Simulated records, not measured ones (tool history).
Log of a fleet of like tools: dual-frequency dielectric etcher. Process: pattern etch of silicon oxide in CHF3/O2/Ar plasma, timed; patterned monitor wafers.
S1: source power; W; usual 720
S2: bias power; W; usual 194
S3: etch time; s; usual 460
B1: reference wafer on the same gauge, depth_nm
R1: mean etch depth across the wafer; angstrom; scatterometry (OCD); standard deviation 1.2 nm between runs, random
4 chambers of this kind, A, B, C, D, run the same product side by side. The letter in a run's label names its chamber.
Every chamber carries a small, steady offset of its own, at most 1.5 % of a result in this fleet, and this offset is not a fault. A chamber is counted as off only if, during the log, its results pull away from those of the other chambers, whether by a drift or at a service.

run   hour   S1   S2   S3      B1      R1
 1A   13.3  720  194  460  920.85  9937.2
 2B   20.2  720  194  460  920.76   10149
      30.4  -- chamber A: wet clean of the chamber
 3C   32.5  720  194  460  920.82   10073
        38  -- chamber B: wet clean of the chamber
 4D     44  720  194  460   920.5  9872.3
 5A   55.2  720  194  460  920.34  9953.4
 6B   62.8  720  194  460  920.33   10102
 7D   73.4  720  194  460  920.31  9862.3
 8C     88  840  239  460  920.16   11476
 9A  103.8  840  239  460   919.8   11307
10B  115.6  840  239  460   919.8   11490
11C  129.7  840  239  460  919.92   11472
12D    139  720  194  460  919.49  9871.3
13A  154.7  720  194  460  919.63  9920.2
14D  161.7  720  194  460  919.29  9870.7
15C  173.6  720  194  460   919.2   10073
16B  186.3  720  194  460  918.95   10125
17A  199.5  720  213  460   918.9   10244
18C  212.2  720  213  460  918.69   10421
19D  222.7  720  213  460   918.7   10175
20B  232.1  720  213  460  918.76   10416
21C  244.1  720  194  460  918.56   10064
       246  -- chamber D: wet clean of the chamber
22B  255.2  720  194  460  918.35   10117
23A  265.9  810  194  460  918.33   10374
24D  279.5  810  194  460  918.42   10323
25A  287.6  810  194  460  918.01   10349
26C  299.5  810  194  460  917.93   10518
27D  313.1  720  194  460  917.83    9843
28B  321.2  720  194  460  917.85   10102
     334.7  -- chamber C: wet clean of the chamber
29A  336.1  720  165  460  917.54  9386.8
30D  344.7  720  165  460  917.61  9341.1
31C  356.9  720  165  460  917.26  9528.6
32B  364.1  720  165  460  917.51  9583.1
33C  376.9  720  194  460  917.22   10044
34A  387.8  610  211  460  917.05  9574.9
35D  394.8  610  211  460  916.93  9503.6
36B  407.2  610  211  460  916.96  9776.5
37D  416.5  610  211  460  916.89    9504
     416.9  -- chamber B: wet clean of the chamber
     421.6  -- chamber B: bias power generator calibrated
38B  428.8  720  194  460   916.7   10075

Next, every chamber runs the same settings. What will each give?
39A  440.2  720  194  460       ?
39B  440.2  720  194  460       ?
39C  440.2  720  194  460       ?
39D  440.2  720  194  460       ?

run      R1
39A  9885.1
39B   10070
39C   10050
39D  9841.3

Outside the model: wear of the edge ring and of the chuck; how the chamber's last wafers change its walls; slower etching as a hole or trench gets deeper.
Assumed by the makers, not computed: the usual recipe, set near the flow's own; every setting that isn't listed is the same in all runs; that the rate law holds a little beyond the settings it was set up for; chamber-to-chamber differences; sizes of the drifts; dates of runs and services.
